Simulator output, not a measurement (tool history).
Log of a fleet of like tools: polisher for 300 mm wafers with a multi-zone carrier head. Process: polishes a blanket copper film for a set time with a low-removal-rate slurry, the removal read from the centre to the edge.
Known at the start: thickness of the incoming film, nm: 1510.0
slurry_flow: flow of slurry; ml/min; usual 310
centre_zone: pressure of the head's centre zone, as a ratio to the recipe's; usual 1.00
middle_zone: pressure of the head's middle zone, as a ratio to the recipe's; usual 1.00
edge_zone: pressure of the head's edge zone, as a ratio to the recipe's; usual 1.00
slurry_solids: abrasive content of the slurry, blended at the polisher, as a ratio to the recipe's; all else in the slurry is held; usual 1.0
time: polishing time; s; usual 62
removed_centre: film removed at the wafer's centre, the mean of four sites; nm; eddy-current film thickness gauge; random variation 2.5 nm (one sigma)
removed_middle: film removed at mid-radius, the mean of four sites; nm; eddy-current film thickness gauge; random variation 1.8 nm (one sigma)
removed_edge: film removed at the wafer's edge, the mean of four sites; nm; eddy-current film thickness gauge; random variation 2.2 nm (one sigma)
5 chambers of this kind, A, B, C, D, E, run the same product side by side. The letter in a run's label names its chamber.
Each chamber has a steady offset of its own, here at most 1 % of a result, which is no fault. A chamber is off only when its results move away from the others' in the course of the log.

run	day	slurry_flow	centre_zone	middle_zone	edge_zone	slurry_solids	time	wafers polished on this pad	hours since the slurry nozzle was cleaned	hours since the centre zone pressure was calibrated	hours since the edge zone pressure was calibrated	removed_centre	removed_middle	removed_edge
1D	0.196	310	1.00	1.00	1.00	1.0	62	165	525.8	494.3	65.2	221.61	226.05	221.50
2A	0.471	310	1.00	1.00	1.00	1.0	62	335	352.8	806.1	1055.7	224.69	222.48	226.94
3E	0.625	310	1.00	1.00	1.00	1.0	62	488	223.3	268.7	202.5	221.55	226.46	222.90
4B	0.854	310	1.00	1.00	1.00	1.0	62	610	331.6	326.6	100.9	222.05	222.25	225.90
# day 0.912: chamber C: slurry nozzle cleaned
5C	1.192	310	1.00	1.00	1.00	1.0	62	364	6.7	63.2	596.8	219.04	226.74	224.62
6A	1.433	310	1.00	1.00	1.00	1.0	62	470	375.9	829.2	1078.8	225.96	222.00	225.35
7C	1.688	310	1.00	1.00	1.00	1.0	62	434	18.6	75.1	608.7	227.32	227.27	224.32
8D	1.833	310	1.00	1.00	1.00	1.0	62	395	565.1	533.6	104.5	222.98	222.51	227.59
9B	2.050	310	1.00	1.00	1.00	1.0	62	778	360.3	355.3	129.6	222.85	222.43	227.58
10E	2.238	310	1.00	1.00	1.00	1.0	62	715	262.0	307.4	241.2	225.58	228.80	223.33
11A	2.521	310	1.00	1.00	1.00	1.0	62	623	402.0	855.3	1104.9	225.94	222.25	224.07
12E	2.708	310	1.00	1.00	1.00	1.0	62	781	273.3	318.7	252.5	225.74	225.50	230.76
13D	3.029	310	1.00	1.00	1.00	1.2	54	563	593.8	562.3	133.2	202.73	202.33	206.01
# day 3.275: chamber D: worn pad replaced by a new one
14B	3.342	310	1.00	1.00	1.00	1.2	54	960	391.3	386.3	160.6	201.11	201.26	205.56
15C	3.629	310	1.00	1.00	1.00	1.2	54	707	65.2	121.7	655.3	208.53	200.94	202.37
# day 3.717: chamber A: centre zone pressure recalibrated
16D	3.850	310	1.00	1.00	1.00	1.2	54	81	613.5	582.0	152.9	199.05	202.52	203.88
17E	4.017	310	1.00	1.00	1.00	1.2	54	965	304.7	350.1	283.9	206.10	207.37	204.18
18C	4.333	310	1.00	1.00	1.00	1.0	62	806	82.1	138.6	672.2	228.36	227.15	223.51
19B	4.529	310	1.00	1.00	1.00	1.0	62	1127	419.8	414.8	189.1	224.88	225.11	226.31
20A	4.754	310	1.00	1.00	1.00	1.0	62	937	455.6	24.9	1158.5	222.28	217.90	218.83
21E	5.075	310	1.00	1.00	1.00	1.0	62	1114	330.1	375.5	309.3	222.78	226.35	228.73
22C	5.417	310	1.00	1.00	1.00	1.0	62	958	108.1	164.6	698.2	228.54	223.70	224.02
# day 5.546: chamber C: worn pad replaced by a new one
23B	5.679	310	1.00	1.00	1.00	1.0	62	1288	447.4	442.4	216.7	226.23	226.96	226.84
# day 5.788: chamber E: worn pad replaced by a new one
24A	5.892	310	1.00	1.00	1.00	1.0	62	1097	482.9	52.2	1185.8	218.04	217.61	218.89
25D	6.071	310	1.00	1.00	1.00	1.0	62	393	666.8	635.3	206.2	224.51	224.31	227.81
26E	6.371	310	1.00	1.00	1.00	1.0	62	82	361.2	406.6	340.4	228.58	226.45	224.02
27C	6.529	310	1.00	1.00	1.00	1.0	62	138	134.8	191.3	724.9	221.73	223.82	220.46
28A	6.767	310	1.00	1.00	1.00	1.0	62	1220	503.9	73.2	1206.8	218.40	215.70	218.99
29B	7.100	310	0.92	1.00	1.00	1.2	62	1488	481.5	476.5	250.8	215.43	233.68	232.52
30D	7.354	310	0.92	1.00	1.00	1.2	62	573	697.6	666.1	237.0	211.59	230.03	239.72
# day 7.454: chamber B: worn pad replaced by a new one
31A	7.650	310	0.92	1.00	1.00	1.2	62	1344	525.1	94.4	1228.0	207.34	222.50	227.80
# day 7.725: chamber B: slurry nozzle cleaned
# day 7.742: chamber E: slurry nozzle cleaned
32E	7.879	310	0.92	1.00	1.00	1.2	62	294	3.3	442.8	376.6	213.59	239.98	234.67
# day 7.942: chamber B: centre zone pressure recalibrated
33B	8.079	310	0.92	1.00	1.00	1.2	62	88	8.5	3.3	274.3	210.51	234.54	234.74
34D	8.308	310	1.00	1.00	1.00	1.0	62	707	720.5	689.0	259.9	222.29	221.97	224.82
# day 8.379: chamber D: worn pad replaced by a new one
35C	8.538	310	1.00	1.00	1.00	1.0	62	420	183.0	239.5	773.1	227.16	224.99	222.42
36D	8.779	310	1.00	1.00	1.00	1.0	62	56	731.8	700.3	271.2	221.22	224.69	227.30
37E	9.008	310	1.00	1.00	1.00	1.3	62	452	30.4	469.9	403.7	241.23	237.60	234.72
38B	9.154	310	1.00	1.00	1.00	1.3	62	239	34.3	29.1	300.1	235.72	237.88	240.86
39A	9.425	310	1.00	1.00	1.00	1.3	62	1593	567.7	137.0	1270.6	229.53	225.27	228.76
# day 9.733: chamber C: slurry nozzle cleaned
40C	9.750	310	1.00	1.00	1.00	1.3	62	590	0.5	268.6	802.2	235.71	236.21	241.60
41E	9.942	310	1.00	1.00	1.00	1.3	62	583	52.8	492.3	426.1	238.40	242.99	237.92
42A	10.208	310	1.00	1.00	1.00	1.0	62	1704	586.5	155.8	1289.4	210.40	212.19	214.53
43C	10.529	310	1.09	0.92	1.00	1.0	62	700	19.2	287.3	820.9	241.30	209.10	224.76

All 5 chambers run these settings next. Forecast each chamber's results:
44A	10.771	310	1.00	1.00	0.92	1.0	62					?	?	?
44B	10.771	310	1.00	1.00	0.92	1.0	62					?	?	?
44C	10.771	310	1.00	1.00	0.92	1.0	62					?	?	?
44D	10.771	310	1.00	1.00	0.92	1.0	62					?	?	?
44E	10.771	310	1.00	1.00	0.92	1.0	62					?	?	?

run	removed_centre	removed_middle	removed_edge
44A	208.87	212.41	203.34
44B	222.12	222.51	216.97
44C	225.10	227.36	215.05
44D	219.34	225.15	217.66
44E	224.66	228.52	211.76

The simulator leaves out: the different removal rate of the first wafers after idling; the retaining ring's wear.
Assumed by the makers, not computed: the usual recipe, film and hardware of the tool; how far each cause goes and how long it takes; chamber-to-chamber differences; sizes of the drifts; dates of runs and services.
